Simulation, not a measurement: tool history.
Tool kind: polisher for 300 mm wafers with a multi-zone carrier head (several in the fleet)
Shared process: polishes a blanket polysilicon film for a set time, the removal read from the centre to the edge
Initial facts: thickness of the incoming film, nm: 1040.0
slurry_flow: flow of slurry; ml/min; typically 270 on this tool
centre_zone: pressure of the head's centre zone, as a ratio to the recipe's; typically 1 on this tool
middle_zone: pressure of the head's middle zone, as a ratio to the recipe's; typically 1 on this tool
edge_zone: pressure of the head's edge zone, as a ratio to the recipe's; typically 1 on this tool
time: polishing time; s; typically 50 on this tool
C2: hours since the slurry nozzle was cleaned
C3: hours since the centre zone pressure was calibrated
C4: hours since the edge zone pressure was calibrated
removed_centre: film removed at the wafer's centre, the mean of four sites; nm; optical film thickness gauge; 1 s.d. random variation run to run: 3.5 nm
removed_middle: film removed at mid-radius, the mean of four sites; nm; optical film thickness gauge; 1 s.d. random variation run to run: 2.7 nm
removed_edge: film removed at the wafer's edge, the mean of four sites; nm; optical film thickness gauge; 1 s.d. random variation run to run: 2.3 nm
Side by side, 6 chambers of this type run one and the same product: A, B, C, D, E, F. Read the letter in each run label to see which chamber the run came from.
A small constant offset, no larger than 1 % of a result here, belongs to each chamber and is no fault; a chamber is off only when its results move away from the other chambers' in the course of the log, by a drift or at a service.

-- hour=3 chamber D: slurry nozzle cleaned
-- hour=7.2 chamber D: centre zone pressure recalibrated
run 1F hour=7.7 | slurry_flow=270 centre_zone=1 middle_zone=1 edge_zone=1 time=50 | wafers_polished_on_this_pad=172 C2=123 C3=1142.9 C4=464.2 | removed_centre=338.01 removed_middle=333.97 removed_edge=338.99
-- hour=11.1 chamber A: worn pad replaced by a new one
run 2A hour=17 | slurry_flow=270 centre_zone=1 middle_zone=1 edge_zone=1 time=50 | wafers_polished_on_this_pad=52 C2=412.6 C3=110.2 C4=902.1 | removed_centre=337.3 removed_middle=331.85 removed_edge=337.32
-- hour=18 chamber B: worn pad replaced by a new one
-- hour=22.1 chamber F: centre zone pressure recalibrated
run 3D hour=26.3 | slurry_flow=270 centre_zone=1 middle_zone=1 edge_zone=1 time=50 | wafers_polished_on_this_pad=489 C2=23.4 C3=19.2 C4=283.1 | removed_centre=339.93 removed_middle=339.29 removed_edge=335.56
-- hour=29.8 chamber E: slurry nozzle cleaned
-- hour=37.1 chamber C: worn pad replaced by a new one
run 4E hour=40.1 | slurry_flow=270 centre_zone=1 middle_zone=1 edge_zone=1 time=50 | wafers_polished_on_this_pad=1031 C2=10.4 C3=118.9 C4=376.6 | removed_centre=338.28 removed_middle=337.22 removed_edge=343.71
-- hour=52.4 chamber E: worn pad replaced by a new one
run 5C hour=53 | slurry_flow=270 centre_zone=1 middle_zone=1 edge_zone=1 time=50 | wafers_polished_on_this_pad=141 C2=288.3 C3=529.5 C4=68.9 | removed_centre=335.92 removed_middle=336.42 removed_edge=341.4
run 6B hour=66.6 | slurry_flow=270 centre_zone=1 middle_zone=1 edge_zone=1 time=50 | wafers_polished_on_this_pad=432 C2=420 C3=1009.5 C4=134.9 | removed_centre=334.81 removed_middle=339.66 removed_edge=336.27
-- hour=67.7 chamber F: worn pad replaced by a new one
run 7E hour=75.8 | slurry_flow=270 centre_zone=1 middle_zone=1 edge_zone=1 time=50 | wafers_polished_on_this_pad=208 C2=46.1 C3=154.6 C4=412.3 | removed_centre=335.19 removed_middle=337.97 removed_edge=338.7
run 8D hour=87.4 | slurry_flow=270 centre_zone=1 middle_zone=1 edge_zone=1 time=50 | wafers_polished_on_this_pad=1032 C2=84.5 C3=80.3 C4=344.2 | removed_centre=344.06 removed_middle=338 removed_edge=336.36
run 9F hour=98 | slurry_flow=270 centre_zone=1 middle_zone=1 edge_zone=1 time=50 | wafers_polished_on_this_pad=269 C2=213.3 C3=76 C4=554.5 | removed_centre=339.09 removed_middle=338.49 removed_edge=336.64
-- hour=98.2 chamber D: edge zone pressure recalibrated
-- hour=101.7 chamber D: worn pad replaced by a new one
-- hour=105.3 chamber B: worn pad replaced by a new one
run 10C hour=110.5 | slurry_flow=270 centre_zone=1 middle_zone=1 edge_zone=1 time=50 | wafers_polished_on_this_pad=652 C2=345.8 C3=587 C4=126.4 | removed_centre=342.18 removed_middle=332.63 removed_edge=341.3
run 11A hour=124 | slurry_flow=270 centre_zone=1 middle_zone=1 edge_zone=1 time=50 | wafers_polished_on_this_pad=1003 C2=519.6 C3=217.2 C4=1009.1 | removed_centre=337.47 removed_middle=341.27 removed_edge=335.16
run 12B hour=133.8 | slurry_flow=270 centre_zone=1 middle_zone=1 edge_zone=1 time=50 | wafers_polished_on_this_pad=253 C2=487.2 C3=1076.7 C4=202.1 | removed_centre=342.9 removed_middle=341.22 removed_edge=331.07
-- hour=141.8 chamber F: worn pad replaced by a new one
-- hour=144.1 chamber A: worn pad replaced by a new one
run 13A hour=145.6 | slurry_flow=270 centre_zone=1 middle_zone=1 edge_zone=1 time=50 | wafers_polished_on_this_pad=13 C2=541.2 C3=238.8 C4=1030.7 | removed_centre=333.36 removed_middle=336.97 removed_edge=335.49
run 14C hour=158 | slurry_flow=270 centre_zone=1 middle_zone=1 edge_zone=1 time=50 | wafers_polished_on_this_pad=1074 C2=393.3 C3=634.5 C4=173.9 | removed_centre=341.64 removed_middle=338.35 removed_edge=340.38
run 15D hour=171.8 | slurry_flow=270 centre_zone=0.92 middle_zone=0.96 edge_zone=1 time=50 | wafers_polished_on_this_pad=623 C2=168.9 C3=164.7 C4=73.7 | removed_centre=309.62 removed_middle=323.41 removed_edge=338.4
run 16E hour=178.7 | slurry_flow=270 centre_zone=0.92 middle_zone=0.96 edge_zone=1 time=50 | wafers_polished_on_this_pad=1122 C2=149 C3=257.5 C4=515.2 | removed_centre=303.8 removed_middle=330.13 removed_edge=337.54
-- hour=181.8 chamber E: worn pad replaced by a new one
-- hour=182.2 chamber B: slurry nozzle cleaned
-- hour=189.6 chamber B: centre zone pressure recalibrated
run 17F hour=191.4 | slurry_flow=270 centre_zone=0.92 middle_zone=0.96 edge_zone=1 time=50 | wafers_polished_on_this_pad=441 C2=306.7 C3=169.4 C4=647.9 | removed_centre=312.32 removed_middle=325.03 removed_edge=337.72
-- hour=192.8 chamber B: worn pad replaced by a new one
-- hour=197.9 chamber A: slurry nozzle cleaned
run 18B hour=200.5 | slurry_flow=270 centre_zone=0.92 middle_zone=0.96 edge_zone=1 time=50 | wafers_polished_on_this_pad=69 C2=18.4 C3=11 C4=268.8 | removed_centre=308.45 removed_middle=332.16 removed_edge=332.34
-- hour=205.6 chamber D: worn pad replaced by a new one
run 19C hour=209.2 | slurry_flow=270 centre_zone=0.92 middle_zone=0.96 edge_zone=1 time=50 | wafers_polished_on_this_pad=1529 C2=444.5 C3=685.7 C4=225.1 | removed_centre=309.4 removed_middle=330.86 removed_edge=341.45
run 20B hour=218.5 | slurry_flow=270 centre_zone=0.92 middle_zone=0.96 edge_zone=1 time=50 | wafers_polished_on_this_pad=228 C2=36.4 C3=29 C4=286.8 | removed_centre=311.95 removed_middle=322.24 removed_edge=334.98
-- hour=220.1 chamber F: worn pad replaced by a new one
run 21F hour=226.8 | slurry_flow=270 centre_zone=1 middle_zone=1 edge_zone=1 time=50 | wafers_polished_on_this_pad=60 C2=342.1 C3=204.8 C4=683.3 | removed_centre=344.16 removed_middle=335.18 removed_edge=339.55
-- hour=227.8 chamber C: worn pad replaced by a new one
run 22D hour=238 | slurry_flow=270 centre_zone=1 middle_zone=1 edge_zone=1 time=58 | wafers_polished_on_this_pad=287 C2=235.1 C3=230.9 C4=139.9 | removed_centre=389.83 removed_middle=391.88 removed_edge=385.15
run 23A hour=251.9 | slurry_flow=270 centre_zone=1 middle_zone=1 edge_zone=1 time=58 | wafers_polished_on_this_pad=958 C2=54.1 C3=345.1 C4=1137 | removed_centre=390.56 removed_middle=390.74 removed_edge=388.3
run 24E hour=260.8 | slurry_flow=270 centre_zone=1 middle_zone=1 edge_zone=1 time=58 | wafers_polished_on_this_pad=702 C2=231.1 C3=339.6 C4=597.3 | removed_centre=395 removed_middle=393.36 removed_edge=390.61
run 25B hour=267.5 | slurry_flow=270 centre_zone=1 middle_zone=1 edge_zone=1 time=58 | wafers_polished_on_this_pad=664 C2=85.4 C3=78 C4=335.8 | removed_centre=394.51 removed_middle=391.77 removed_edge=390.84
run 26D hour=281.6 | slurry_flow=270 centre_zone=1 middle_zone=1 edge_zone=1 time=58 | wafers_polished_on_this_pad=675 C2=278.7 C3=274.5 C4=183.5 | removed_centre=391.09 removed_middle=393.66 removed_edge=391.7
run 27A hour=289.4 | slurry_flow=270 centre_zone=1 middle_zone=1 edge_zone=1 time=58 | wafers_polished_on_this_pad=1291 C2=91.6 C3=382.6 C4=1174.5 | removed_centre=387.04 removed_middle=389.77 removed_edge=393.09
-- hour=293.5 chamber B: worn pad replaced by a new one
-- hour=300.2 chamber F: worn pad replaced by a new one
-- hour=300.2 chamber A: worn pad replaced by a new one
run 28E hour=300.9 | slurry_flow=270 centre_zone=1 middle_zone=1 edge_zone=1 time=50 | wafers_polished_on_this_pad=1058 C2=271.2 C3=379.7 C4=637.4 | removed_centre=343.02 removed_middle=338.02 removed_edge=341.2
-- hour=305 chamber D: worn pad replaced by a new one
run 29C hour=308.5 | slurry_flow=270 centre_zone=1 middle_zone=0.89 edge_zone=1.09 time=50 | wafers_polished_on_this_pad=717 C2=543.8 C3=785 C4=324.4 | removed_centre=340.11 removed_middle=301.15 removed_edge=358.2
-- hour=310.4 chamber C: centre zone pressure recalibrated
run 30F hour=318.6 | slurry_flow=270 centre_zone=1 middle_zone=0.89 edge_zone=1.09 time=50 | wafers_polished_on_this_pad=163 C2=433.9 C3=296.6 C4=775.1 | removed_centre=334.37 removed_middle=300.63 removed_edge=357.85
run 31D hour=326.8 | slurry_flow=270 centre_zone=1 middle_zone=0.89 edge_zone=1.09 time=50 | wafers_polished_on_this_pad=194 C2=323.9 C3=319.7 C4=228.7 | removed_centre=341.19 removed_middle=302.83 removed_edge=356.99
-- hour=334.9 chamber E: worn pad replaced by a new one
run 32B hour=337.8 | slurry_flow=270 centre_zone=1 middle_zone=0.89 edge_zone=1.09 time=50 | wafers_polished_on_this_pad=394 C2=155.7 C3=148.3 C4=406.1 | removed_centre=331.54 removed_middle=306.71 removed_edge=353.6
run 33C hour=345.5 | slurry_flow=270 centre_zone=1 middle_zone=0.89 edge_zone=1.09 time=50 | wafers_polished_on_this_pad=1046 C2=580.8 C3=35.1 C4=361.4 | removed_centre=343.1 removed_middle=302.34 removed_edge=356.54
run 34A hour=351.9 | slurry_flow=270 centre_zone=1 middle_zone=0.89 edge_zone=1.09 time=50 | wafers_polished_on_this_pad=459 C2=154.1 C3=445.1 C4=1237 | removed_centre=347.61 removed_middle=301.52 removed_edge=348.72
run 35F hour=364.6 | slurry_flow=270 centre_zone=1.09 middle_zone=1 edge_zone=1 time=67 | wafers_polished_on_this_pad=572 C2=479.9 C3=342.6 C4=821.1 | removed_centre=502.19 removed_middle=448.97 removed_edge=453.2
run 36E hour=371.9 | slurry_flow=270 centre_zone=1.09 middle_zone=1 edge_zone=1 time=67 | wafers_polished_on_this_pad=328 C2=342.2 C3=450.7 C4=708.4 | removed_centre=495.5 removed_middle=453.44 removed_edge=452.46
run 37A hour=379.7 | slurry_flow=270 centre_zone=1.09 middle_zone=1 edge_zone=1 time=67 | wafers_polished_on_this_pad=706 C2=181.9 C3=472.9 C4=1264.8 | removed_centre=503.06 removed_middle=453.11 removed_edge=454.54

Read the log: is a single chamber off, either drifting away or since a service, is the gauge that measures every chamber drifting, or is nothing wrong beyond small per-chamber offsets? Name any odd chamber and what most likely caused it.

Beyond each chamber's small constant offset nothing stands out, and the gauge stays steady.
